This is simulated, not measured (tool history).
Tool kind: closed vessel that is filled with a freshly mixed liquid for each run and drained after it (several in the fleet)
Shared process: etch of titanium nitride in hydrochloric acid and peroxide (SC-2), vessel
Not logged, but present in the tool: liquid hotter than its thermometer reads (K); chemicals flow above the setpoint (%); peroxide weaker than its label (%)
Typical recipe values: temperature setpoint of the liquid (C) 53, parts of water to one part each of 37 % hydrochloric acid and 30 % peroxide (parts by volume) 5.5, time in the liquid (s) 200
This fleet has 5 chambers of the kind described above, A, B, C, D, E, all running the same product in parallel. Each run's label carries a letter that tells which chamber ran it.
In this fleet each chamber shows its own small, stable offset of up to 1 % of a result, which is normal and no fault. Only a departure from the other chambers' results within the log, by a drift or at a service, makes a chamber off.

run	hour	temperature setpoint of the liquid (C)	parts of water to one part each of 37 % hydrochloric acid and 30 % peroxide (parts by volume)	time in the liquid (s)	hours since the thermometer was replaced	hours since the chemicals flow meter was replaced	hours since the drum of peroxide was connected	read-back film thickness of the titanium nitride reference wafer, read on the same gauge (nm)	thickness taken off the titanium nitride on a monitor wafer (Å)
1C	3.7	53	5.5	200	786.2	149.1	86.3	29.979	84.538
# hour 7.9: chamber A: thermometer replaced
2A	8.7	53	5.5	200	0.8	787.5	370.0	30.009	84.759
# hour 11.4: chamber A: new drum of peroxide connected
3B	13.5	53	5.5	200	1930.2	2024.9	532.0	30.007	83.016
4D	17.7	53	5.5	200	362.4	1023.8	1273.2	30.005	83.665
5E	22.8	53	5.5	200	593.3	746.3	593.7	29.982	83.112
6B	26.9	53	5.5	200	1943.6	2038.3	545.4	29.994	83.899
7C	33.0	53	5.5	200	815.5	178.4	115.6	29.997	83.663
8D	37.5	53	5.5	200	382.2	1043.6	1293.0	29.997	84.417
9A	44.5	53	5.5	200	36.6	823.3	33.1	30.004	84.417
# hour 45.7: chamber D: new drum of peroxide connected
10E	50.2	53	5.5	200	620.7	773.7	621.1	30.013	84.045
11C	54.0	53	5.5	200	836.5	199.4	136.6	29.992	84.876
12D	58.9	53	5.5	200	403.6	1065.0	13.2	29.968	85.210
13B	64.5	53	5.5	200	1981.2	2075.9	583.0	30.019	85.166
14E	67.9	53	5.5	200	638.4	791.4	638.8	30.002	83.069
15A	74.1	53	5.5	200	66.2	852.9	62.7	29.985	84.723
16C	78.4	53	5.5	200	860.9	223.8	161.0	29.985	83.914
17B	84.6	53	5.5	200	2001.3	2096.0	603.1	30.005	83.809
18E	90.2	53	5.5	200	660.7	813.7	661.1	29.995	83.155
19A	96.0	53	5.5	200	88.1	874.8	84.6	30.008	84.499
20D	100.8	53	5.5	200	445.5	1106.9	55.1	30.006	87.428
21D	105.6	53	5.5	200	450.3	1111.7	59.9	30.002	88.822
22C	113.1	53	5.5	200	895.6	258.5	195.7	30.001	84.403
23A	117.0	53	7.0	200	109.1	895.8	105.6	30.016	71.328
24B	122.3	53	7.0	200	2039.0	2133.7	640.8	30.017	70.457
25E	128.8	53	7.0	200	699.3	852.3	699.7	30.009	69.663
26C	135.5	53	7.0	200	918.0	280.9	218.1	29.988	70.705
# hour 136.7: chamber E: chemicals flow meter replaced
27B	141.4	53	7.0	200	2058.1	2152.8	659.9	30.002	69.488
28D	147.0	53	5.5	200	491.7	1153.1	101.3	30.011	90.016
29E	150.6	53	5.5	200	721.1	13.9	721.5	30.023	82.731
30A	157.5	53	5.5	200	149.6	936.3	146.1	30.007	84.019
31A	161.4	53	5.5	200	153.5	940.2	150.0	30.009	84.138
32D	164.9	53	5.5	200	509.6	1171.0	119.2	29.977	90.206
33C	170.5	53	5.5	200	953.0	315.9	253.1	29.992	84.810

Next, every chamber runs the same settings. What will each give?
34A	176.0	53	5.5	200					?
34B	176.0	53	5.5	200					?
34C	176.0	53	5.5	200					?
34D	176.0	53	5.5	200					?
34E	176.0	53	5.5	200					?

run	thickness taken off the titanium nitride on a monitor wafer (Å)
34A	84.511
34B	84.483
34C	84.399
34D	91.412
34E	83.228

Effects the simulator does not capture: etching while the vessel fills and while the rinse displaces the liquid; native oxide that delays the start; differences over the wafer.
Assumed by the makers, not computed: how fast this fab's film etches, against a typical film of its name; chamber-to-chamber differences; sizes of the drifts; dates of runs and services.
